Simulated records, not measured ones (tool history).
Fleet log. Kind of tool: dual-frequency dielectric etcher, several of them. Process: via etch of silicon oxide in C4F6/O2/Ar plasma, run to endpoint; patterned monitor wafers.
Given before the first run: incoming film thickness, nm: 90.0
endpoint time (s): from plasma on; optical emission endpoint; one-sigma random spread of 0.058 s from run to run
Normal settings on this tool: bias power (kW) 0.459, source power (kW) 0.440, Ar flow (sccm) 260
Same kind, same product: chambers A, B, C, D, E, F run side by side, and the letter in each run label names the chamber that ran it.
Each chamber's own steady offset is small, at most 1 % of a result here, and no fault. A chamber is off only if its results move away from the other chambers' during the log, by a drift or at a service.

{"run": "1A", "hour": 7.2, "bias power (kW)": 0.459, "source power (kW)": 0.44, "Ar flow (sccm)": 260, "endpoint time (s)": 19.286}
{"hour": 10.3, "done": "chamber A: wet clean of the chamber"}
{"run": "2B", "hour": 11.2, "bias power (kW)": 0.459, "source power (kW)": 0.44, "Ar flow (sccm)": 260, "endpoint time (s)": 19.442}
{"run": "3F", "hour": 18.7, "bias power (kW)": 0.459, "source power (kW)": 0.44, "Ar flow (sccm)": 260, "endpoint time (s)": 19.334}
{"run": "4C", "hour": 26.1, "bias power (kW)": 0.459, "source power (kW)": 0.44, "Ar flow (sccm)": 260, "endpoint time (s)": 19.381}
{"run": "5D", "hour": 33.4, "bias power (kW)": 0.459, "source power (kW)": 0.44, "Ar flow (sccm)": 260, "endpoint time (s)": 19.655}
{"run": "6E", "hour": 38.1, "bias power (kW)": 0.459, "source power (kW)": 0.44, "Ar flow (sccm)": 260, "endpoint time (s)": 19.443}
{"run": "7D", "hour": 42.9, "bias power (kW)": 0.459, "source power (kW)": 0.44, "Ar flow (sccm)": 260, "endpoint time (s)": 19.646}
{"run": "8A", "hour": 48.1, "bias power (kW)": 0.459, "source power (kW)": 0.44, "Ar flow (sccm)": 260, "endpoint time (s)": 19.27}
{"run": "9F", "hour": 52.5, "bias power (kW)": 0.459, "source power (kW)": 0.44, "Ar flow (sccm)": 260, "endpoint time (s)": 19.264}
{"hour": 53.6, "done": "chamber D: wet clean of the chamber"}
{"run": "10E", "hour": 58.3, "bias power (kW)": 0.359, "source power (kW)": 0.44, "Ar flow (sccm)": 201, "endpoint time (s)": 20.698}
{"run": "11C", "hour": 65.9, "bias power (kW)": 0.359, "source power (kW)": 0.44, "Ar flow (sccm)": 201, "endpoint time (s)": 20.647}
{"hour": 70.0, "done": "chamber E: wet clean of the chamber"}
{"run": "12B", "hour": 73.4, "bias power (kW)": 0.359, "source power (kW)": 0.44, "Ar flow (sccm)": 201, "endpoint time (s)": 20.562}
{"run": "13D", "hour": 78.1, "bias power (kW)": 0.359, "source power (kW)": 0.44, "Ar flow (sccm)": 201, "endpoint time (s)": 20.687}
{"run": "14F", "hour": 81.7, "bias power (kW)": 0.359, "source power (kW)": 0.44, "Ar flow (sccm)": 201, "endpoint time (s)": 20.601}
{"run": "15A", "hour": 85.9, "bias power (kW)": 0.359, "source power (kW)": 0.44, "Ar flow (sccm)": 201, "endpoint time (s)": 20.544}
{"run": "16C", "hour": 92.4, "bias power (kW)": 0.459, "source power (kW)": 0.44, "Ar flow (sccm)": 260, "endpoint time (s)": 19.409}
{"run": "17E", "hour": 99.3, "bias power (kW)": 0.525, "source power (kW)": 0.44, "Ar flow (sccm)": 233, "endpoint time (s)": 18.751}
{"run": "18B", "hour": 104.9, "bias power (kW)": 0.525, "source power (kW)": 0.44, "Ar flow (sccm)": 233, "endpoint time (s)": 18.296}
{"run": "19B", "hour": 110.1, "bias power (kW)": 0.525, "source power (kW)": 0.44, "Ar flow (sccm)": 233, "endpoint time (s)": 18.29}
{"run": "20A", "hour": 117.1, "bias power (kW)": 0.525, "source power (kW)": 0.44, "Ar flow (sccm)": 233, "endpoint time (s)": 18.102}
{"hour": 120.4, "done": "chamber B: wet clean of the chamber"}
{"run": "21D", "hour": 124.4, "bias power (kW)": 0.525, "source power (kW)": 0.44, "Ar flow (sccm)": 233, "endpoint time (s)": 18.467}
{"run": "22F", "hour": 129.9, "bias power (kW)": 0.525, "source power (kW)": 0.44, "Ar flow (sccm)": 233, "endpoint time (s)": 18.128}
{"run": "23E", "hour": 136.9, "bias power (kW)": 0.459, "source power (kW)": 0.44, "Ar flow (sccm)": 260, "endpoint time (s)": 20.005}
{"run": "24C", "hour": 141.2, "bias power (kW)": 0.459, "source power (kW)": 0.44, "Ar flow (sccm)": 260, "endpoint time (s)": 19.365}
{"run": "25E", "hour": 147.2, "bias power (kW)": 0.459, "source power (kW)": 0.44, "Ar flow (sccm)": 260, "endpoint time (s)": 20.089}
{"hour": 151.9, "done": "chamber C: wet clean of the chamber"}
{"run": "26C", "hour": 153.2, "bias power (kW)": 0.459, "source power (kW)": 0.44, "Ar flow (sccm)": 260, "endpoint time (s)": 19.457}
{"run": "27B", "hour": 160.1, "bias power (kW)": 0.459, "source power (kW)": 0.44, "Ar flow (sccm)": 260, "endpoint time (s)": 19.402}
{"run": "28D", "hour": 165.2, "bias power (kW)": 0.459, "source power (kW)": 0.44, "Ar flow (sccm)": 260, "endpoint time (s)": 19.646}
{"run": "29F", "hour": 172.2, "bias power (kW)": 0.459, "source power (kW)": 0.44, "Ar flow (sccm)": 260, "endpoint time (s)": 19.28}
{"run": "30A", "hour": 179.2, "bias power (kW)": 0.459, "source power (kW)": 0.44, "Ar flow (sccm)": 260, "endpoint time (s)": 19.342}
{"run": "31A", "hour": 182.7, "bias power (kW)": 0.459, "source power (kW)": 0.44, "Ar flow (sccm)": 260, "endpoint time (s)": 19.329}
{"run": "32C", "hour": 188.8, "bias power (kW)": 0.459, "source power (kW)": 0.44, "Ar flow (sccm)": 260, "endpoint time (s)": 19.388}
{"run": "33E", "hour": 194.7, "bias power (kW)": 0.459, "source power (kW)": 0.44, "Ar flow (sccm)": 260, "endpoint time (s)": 20.019}
{"run": "34F", "hour": 199.0, "bias power (kW)": 0.459, "source power (kW)": 0.44, "Ar flow (sccm)": 260, "endpoint time (s)": 19.379}
{"run": "35B", "hour": 203.4, "bias power (kW)": 0.459, "source power (kW)": 0.44, "Ar flow (sccm)": 260, "endpoint time (s)": 19.407}
{"run": "36D", "hour": 208.4, "bias power (kW)": 0.459, "source power (kW)": 0.44, "Ar flow (sccm)": 260, "endpoint time (s)": 19.618}
{"run": "37B", "hour": 213.3, "bias power (kW)": 0.459, "source power (kW)": 0.44, "Ar flow (sccm)": 260, "endpoint time (s)": 19.459}
{"run": "38A", "hour": 219.6, "bias power (kW)": 0.459, "source power (kW)": 0.44, "Ar flow (sccm)": 260, "endpoint time (s)": 19.223}
{"run": "39E", "hour": 225.3, "bias power (kW)": 0.459, "source power (kW)": 0.44, "Ar flow (sccm)": 260, "endpoint time (s)": 19.994}
{"run": "40F", "hour": 231.5, "bias power (kW)": 0.532, "source power (kW)": 0.44, "Ar flow (sccm)": 228, "endpoint time (s)": 18.052}

Is one chamber out of step, is the gauge drifting, or do the chambers differ by no more than their own small offsets? For an off chamber, give its letter and the likeliest cause.

Chamber E has stood off from the others ever since a service on it.
Cause: etch rate under this chamber's usual, % = 2.73.

Chamber E could run next with any of the 4 candidate recipes listed below; each alters the usual settings, and their results appear as question marks. Which one brings its results back in line with what the other chambers deliver on the usual settings?
In-line tolerance around the mean of the other chambers on the usual settings: endpoint time (s) 0.200
{"run": "41E-1", "hour": 237.1, "bias power (kW)": 0.459, "source power (kW)": 0.48, "Ar flow (sccm)": 253, "endpoint time (s)": "?"}
{"run": "41E-2", "hour": 237.1, "bias power (kW)": 0.44, "source power (kW)": 0.42, "Ar flow (sccm)": 263, "endpoint time (s)": "?"}
{"run": "41E-3", "hour": 237.1, "bias power (kW)": 0.459, "source power (kW)": 0.43, "Ar flow (sccm)": 263, "endpoint time (s)": "?"}
{"run": "41E-4", "hour": 237.1, "bias power (kW)": 0.467, "source power (kW)": 0.45, "Ar flow (sccm)": 259, "endpoint time (s)": "?"}

The other chambers' mean on the usual settings: endpoint time (s) 19.398
run=41E-1 endpoint_time_(s)=19.322
run=41E-2 endpoint_time_(s)=20.724
run=41E-3 endpoint_time_(s)=20.226
run=41E-4 endpoint_time_(s)=19.724
Change 41E-1 lands the chamber within the allowed miss of the other chambers.
